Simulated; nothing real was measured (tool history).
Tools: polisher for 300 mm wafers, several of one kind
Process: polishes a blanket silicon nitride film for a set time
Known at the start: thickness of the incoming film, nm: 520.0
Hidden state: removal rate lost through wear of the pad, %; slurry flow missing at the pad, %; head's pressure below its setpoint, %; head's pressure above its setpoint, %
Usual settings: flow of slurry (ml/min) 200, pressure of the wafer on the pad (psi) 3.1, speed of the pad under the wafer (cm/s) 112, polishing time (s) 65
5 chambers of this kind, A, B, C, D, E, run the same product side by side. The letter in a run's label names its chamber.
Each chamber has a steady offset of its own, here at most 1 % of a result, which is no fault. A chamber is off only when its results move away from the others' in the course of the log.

run	day	flow of slurry (ml/min)	pressure of the wafer on the pad (psi)	speed of the pad under the wafer (cm/s)	polishing time (s)	wafers polished on this pad	hours since the slurry nozzle was cleaned	hours since the head pressure was calibrated	film removed (Å)
1D	0.329	200	3.1	112	65	710	59	1053.8	924.07
2E	0.658	200	3.1	112	65	258	36.4	449.8	910.26
3C	1.05	200	3.1	112	65	920	41.1	725.6	928.35
# day 1.196: chamber D: worn pad replaced by a new one
# day 1.325: chamber C: worn pad replaced by a new one
4B	1.358	200	3.1	112	65	745	140.9	285.3	920.75
# day 1.488: chamber A: worn pad replaced by a new one
# day 1.604: chamber B: worn pad replaced by a new one
5A	1.742	200	3.1	90	65	91	548.4	104.2	782.63
6B	1.954	200	3.1	90	65	125	155.2	299.6	787.92
7D	2.342	200	3.1	90	65	408	107.3	1102.1	770.69
8A	2.675	200	3.1	90	65	424	570.8	126.6	764.64
# day 2.842: chamber E: worn pad replaced by a new one
9C	2.912	200	3.1	90	65	566	85.8	770.3	798.54
10E	3.254	200	3.1	112	65	147	98.7	512.1	934.75
11B	3.588	200	3.1	112	65	707	194.4	338.8	943.09
12D	3.933	200	3.1	146	65	976	145.5	1140.3	1149.4
# day 3.938: chamber B: worn pad replaced by a new one
# day 4: chamber D: worn pad replaced by a new one
# day 4.083: chamber C: worn pad replaced by a new one
13A	4.175	200	3.1	146	65	958	606.8	162.6	1144.1
14E	4.458	200	3.1	146	65	576	127.6	541	1132.4
# day 4.817: chamber A: worn pad replaced by a new one
15C	4.871	200	3.1	146	65	282	132.8	817.3	1161.7
16C	5.075	200	3.1	146	65	354	137.7	822.2	1156.8
# day 5.317: chamber E: worn pad replaced by a new one
17A	5.433	200	3.1	112	65	220	637	192.8	932.76
# day 5.462: chamber A: slurry nozzle cleaned
18D	5.804	200	3.1	112	65	643	190.4	1185.2	928.07
19B	6.1	200	3.1	112	65	772	254.7	399.1	933.02
# day 6.158: chamber B: worn pad replaced by a new one
20E	6.283	200	3.1	112	65	344	171.4	584.8	913.25
# day 6.308: chamber C: worn pad replaced by a new one
# day 6.375: chamber D: worn pad replaced by a new one
21A	6.642	200	3.1	112	65	651	28.3	221.8	935.83
22D	6.875	200	3.1	112	65	179	216.1	1210.9	928.76
23C	7.129	200	3.1	112	65	294	187	871.5	908.72
24E	7.421	200	3.1	112	65	750	198.7	612.1	917.07
25B	7.604	200	3.1	112	65	516	290.8	435.2	933.53
# day 7.7: chamber A: worn pad replaced by a new one
26C	7.921	200	3.1	112	65	576	206	890.5	928.24
# day 7.954: chamber E: worn pad replaced by a new one
27A	8.317	200	3.1	112	65	220	68.5	262	932.64
# day 8.362: chamber E: head pressure recalibrated
28B	8.654	240	3.1	112	65	890	316	460.4	939.88
# day 8.871: chamber C: worn pad replaced by a new one
# day 8.975: chamber A: head pressure recalibrated
29D	8.996	240	3.1	112	65	935	267	1261.8	944.17
# day 9.075: chamber B: worn pad replaced by a new one
# day 9.262: chamber D: worn pad replaced by a new one
30E	9.408	240	3.1	112	65	518	246.4	25.1	942.13
31A	9.692	240	3.1	112	65	710	101.5	17.2	938.89
32E	10.012	240	3.1	112	65	734	260.9	39.6	938.11
33D	10.25	200	3.1	112	65	352	297.1	1291.9	916.21
# day 10.488: chamber E: worn pad replaced by a new one
34C	10.488	200	3.1	112	65	576	267.6	952.1	934.38
# day 10.6: chamber A: worn pad replaced by a new one
35B	10.825	200	3.1	112	65	623	368.1	512.5	949.71
36D	11.079	200	3.1	112	65	647	317	1311.8	940.47
37C	11.296	200	3.1	112	65	864	287	971.5	924.58
# day 11.542: chamber D: head pressure recalibrated
# day 11.642: chamber B: worn pad replaced by a new one
38A	11.679	200	3.1	112	65	386	149.2	64.9	924.46
# day 11.779: chamber C: worn pad replaced by a new one
# day 11.825: chamber D: worn pad replaced by a new one
39E	11.942	200	3.1	112	65	518	307.2	85.9	926.55
40B	12.288	200	3.1	112	65	230	403.2	547.6	935.13
41D	12.688	200	3.1	112	65	308	355.6	27.5	916.8
42C	12.896	200	3.1	112	65	398	325.4	1009.9	930.57

Next, every chamber runs the same settings. What will each give?
43A	13.192	200	3.1	112	65				?
43B	13.192	200	3.1	112	65				?
43C	13.192	200	3.1	112	65				?
43D	13.192	200	3.1	112	65				?
43E	13.192	200	3.1	112	65				?

run	film removed (Å)
43A	936.81
43B	925.26
43C	951.25
43D	936.31
43E	904.95
